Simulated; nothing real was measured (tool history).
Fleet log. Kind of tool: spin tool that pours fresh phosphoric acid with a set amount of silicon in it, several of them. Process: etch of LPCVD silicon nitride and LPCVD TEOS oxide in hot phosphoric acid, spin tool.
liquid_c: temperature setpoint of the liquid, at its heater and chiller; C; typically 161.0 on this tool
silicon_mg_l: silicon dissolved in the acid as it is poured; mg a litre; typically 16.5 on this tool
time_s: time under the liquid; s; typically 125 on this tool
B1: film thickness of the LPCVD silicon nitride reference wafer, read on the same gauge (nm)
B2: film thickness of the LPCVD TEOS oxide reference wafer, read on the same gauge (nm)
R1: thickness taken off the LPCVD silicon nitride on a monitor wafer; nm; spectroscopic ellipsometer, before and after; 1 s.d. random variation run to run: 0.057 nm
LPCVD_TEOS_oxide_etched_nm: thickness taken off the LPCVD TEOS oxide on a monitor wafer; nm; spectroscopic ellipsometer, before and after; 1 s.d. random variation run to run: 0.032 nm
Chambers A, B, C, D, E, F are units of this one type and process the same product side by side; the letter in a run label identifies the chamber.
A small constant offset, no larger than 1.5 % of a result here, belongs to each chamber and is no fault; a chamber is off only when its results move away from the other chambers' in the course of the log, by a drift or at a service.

Run 1C, hour 4.8: usual settings; B1 80.010; B2 50.018. Result: R1 12.1060 nm, LPCVD_TEOS_oxide_etched_nm 0.31541 nm.
Run 2B, hour 10.3: usual settings; B1 79.994; B2 49.981. Result: R1 12.2530 nm, LPCVD_TEOS_oxide_etched_nm 0.33617 nm.
Run 3A, hour 16.2: usual settings; B1 80.015; B2 50.000. Result: R1 12.0830 nm, LPCVD_TEOS_oxide_etched_nm 0.31618 nm.
Run 4F, hour 19.4: usual settings; B1 80.007; B2 50.016. Result: R1 12.1260 nm, LPCVD_TEOS_oxide_etched_nm 0.36385 nm.
Run 5D, hour 25.4: usual settings; B1 79.993; B2 49.968. Result: R1 12.1590 nm, LPCVD_TEOS_oxide_etched_nm 0.30639 nm.
Run 6E, hour 30.8: usual settings but time_s 170 s; B1 79.982; B2 50.002. Result: R1 16.4680 nm, LPCVD_TEOS_oxide_etched_nm 0.46652 nm.
Run 7E, hour 35.6: usual settings but time_s 170 s; B1 79.992; B2 49.976. Result: R1 16.5760 nm, LPCVD_TEOS_oxide_etched_nm 0.47501 nm.
Run 8A, hour 41.3: usual settings but time_s 170 s; B1 79.996; B2 49.989. Result: R1 16.3220 nm, LPCVD_TEOS_oxide_etched_nm 0.46677 nm.
Run 9D, hour 47.5: usual settings but time_s 170 s; B1 80.002; B2 49.995. Result: R1 16.3570 nm, LPCVD_TEOS_oxide_etched_nm 0.44526 nm.
Run 10B, hour 53.7: usual settings but time_s 170 s; B1 80.019; B2 49.967. Result: R1 16.6750 nm, LPCVD_TEOS_oxide_etched_nm 0.39962 nm.
Run 11F, hour 58.6: usual settings but time_s 170 s; B1 79.998; B2 50.050. Result: R1 16.4330 nm, LPCVD_TEOS_oxide_etched_nm 0.45444 nm.
Run 12C, hour 63.5: usual settings but liquid_c 163.5 C, time_s 160 s; B1 79.984; B2 50.003. Result: R1 16.8610 nm, LPCVD_TEOS_oxide_etched_nm 0.56815 nm.
Run 13F, hour 68.9: usual settings but liquid_c 163.5 C, time_s 160 s; B1 79.998; B2 50.024. Result: R1 17.0260 nm, LPCVD_TEOS_oxide_etched_nm 0.45854 nm.
Run 14D, hour 73.8: usual settings but liquid_c 163.5 C, time_s 160 s; B1 79.975; B2 50.011. Result: R1 16.9030 nm, LPCVD_TEOS_oxide_etched_nm 0.53166 nm.
Run 15A, hour 77.5: usual settings but liquid_c 163.5 C, time_s 160 s; B1 79.979; B2 49.972. Result: R1 16.7160 nm, LPCVD_TEOS_oxide_etched_nm 0.50779 nm.
Run 16E, hour 83.8: usual settings but liquid_c 163.5 C, time_s 160 s; B1 79.983; B2 50.032. Result: R1 17.0270 nm, LPCVD_TEOS_oxide_etched_nm 0.51246 nm.
Run 17C, hour 87.7: usual settings but liquid_c 163.5 C, time_s 160 s; B1 80.000; B2 49.973. Result: R1 16.9600 nm, LPCVD_TEOS_oxide_etched_nm 0.48912 nm.
At hour 88.9: chamber C: dissolved silicon flow meter replaced.
Run 18B, hour 94.0: usual settings; B1 79.987; B2 50.007. Result: R1 12.2740 nm, LPCVD_TEOS_oxide_etched_nm 0.32223 nm.
Run 19C, hour 97.1: usual settings; B1 80.007; B2 50.023. Result: R1 12.1100 nm, LPCVD_TEOS_oxide_etched_nm 0.28565 nm.
Run 20D, hour 102.9: usual settings; B1 79.998; B2 50.014. Result: R1 12.1020 nm, LPCVD_TEOS_oxide_etched_nm 0.31473 nm.
Run 21A, hour 106.4: usual settings but liquid_c 163.0 C, silicon_mg_l 12.0 mg a litre; B1 80.001; B2 49.979. Result: R1 12.8090 nm, LPCVD_TEOS_oxide_etched_nm 0.42777 nm.
Run 22F, hour 112.2: usual settings but liquid_c 163.0 C, silicon_mg_l 12.0 mg a litre; B1 79.966; B2 49.994. Result: R1 12.9670 nm, LPCVD_TEOS_oxide_etched_nm 0.35467 nm.
Run 23E, hour 116.7: usual settings but liquid_c 163.0 C, silicon_mg_l 12.0 mg a litre; B1 80.008; B2 50.031. Result: R1 13.0160 nm, LPCVD_TEOS_oxide_etched_nm 0.41817 nm.
Run 24B, hour 121.6: usual settings but liquid_c 163.0 C, silicon_mg_l 12.0 mg a litre; B1 79.989; B2 49.966. Result: R1 12.9760 nm, LPCVD_TEOS_oxide_etched_nm 0.38520 nm.
Run 25B, hour 125.3: usual settings but liquid_c 163.0 C, silicon_mg_l 12.0 mg a litre; B1 79.980; B2 50.017. Result: R1 12.9660 nm, LPCVD_TEOS_oxide_etched_nm 0.40427 nm.
Run 26D, hour 128.5: usual settings but liquid_c 163.0 C, silicon_mg_l 12.0 mg a litre; B1 80.003; B2 49.964. Result: R1 12.8940 nm, LPCVD_TEOS_oxide_etched_nm 0.42286 nm.
At hour 129.4: chamber A: dissolved silicon flow meter replaced.
Run 27C, hour 131.9: usual settings; B1 80.017; B2 50.010. Result: R1 12.2620 nm, LPCVD_TEOS_oxide_etched_nm 0.33899 nm.
Run 28E, hour 136.6: usual settings; B1 79.990; B2 49.991. Result: R1 12.1750 nm, LPCVD_TEOS_oxide_etched_nm 0.31344 nm.
Run 29F, hour 141.6: usual settings but liquid_c 159.5 C, silicon_mg_l 6.5 mg a litre; B1 80.010; B2 50.012. Result: R1 11.4980 nm, LPCVD_TEOS_oxide_etched_nm 0.34177 nm.
Run 30A, hour 145.1: usual settings but liquid_c 159.5 C, silicon_mg_l 6.5 mg a litre; B1 80.007; B2 50.008. Result: R1 11.3760 nm, LPCVD_TEOS_oxide_etched_nm 0.34852 nm.
Run 31E, hour 148.1: usual settings but liquid_c 159.5 C, silicon_mg_l 6.5 mg a litre; B1 79.998; B2 50.007. Result: R1 11.5540 nm, LPCVD_TEOS_oxide_etched_nm 0.41127 nm.
Run 32D, hour 153.5: usual settings but liquid_c 159.5 C, silicon_mg_l 6.5 mg a litre; B1 79.998; B2 49.992. Result: R1 11.5390 nm, LPCVD_TEOS_oxide_etched_nm 0.30071 nm.
Run 33F, hour 157.4: usual settings but liquid_c 159.5 C, silicon_mg_l 6.5 mg a litre; B1 79.999; B2 50.015. Result: R1 11.5290 nm, LPCVD_TEOS_oxide_etched_nm 0.35970 nm.
Run 34B, hour 160.9: usual settings but liquid_c 159.5 C, silicon_mg_l 6.5 mg a litre; B1 79.991; B2 49.997. Result: R1 11.6660 nm, LPCVD_TEOS_oxide_etched_nm 0.38814 nm.
Run 35C, hour 167.2: usual settings; B1 80.014; B2 50.023. Result: R1 12.1360 nm, LPCVD_TEOS_oxide_etched_nm 0.29731 nm.
Run 36A, hour 171.5: usual settings; B1 79.997; B2 49.990. Result: R1 11.8800 nm, LPCVD_TEOS_oxide_etched_nm 0.34680 nm.
Run 37A, hour 176.7: usual settings; B1 79.968; B2 50.001. Result: R1 11.9160 nm, LPCVD_TEOS_oxide_etched_nm 0.30276 nm.
Run 38D, hour 181.3: usual settings; B1 79.996; B2 50.045. Result: R1 12.1740 nm, LPCVD_TEOS_oxide_etched_nm 0.27186 nm.
Run 39F, hour 184.7: usual settings; B1 79.992; B2 49.995. Result: R1 12.1810 nm, LPCVD_TEOS_oxide_etched_nm 0.35087 nm.

Has any chamber moved away from the others, gradually or after a service, or does the common gauge drift, or do the chambers differ only by their own small steady offsets? State the chamber and the most likely cause if one applies.

Nothing is wrong: each chamber keeps only its own small, steady offset and the gauge holds still.
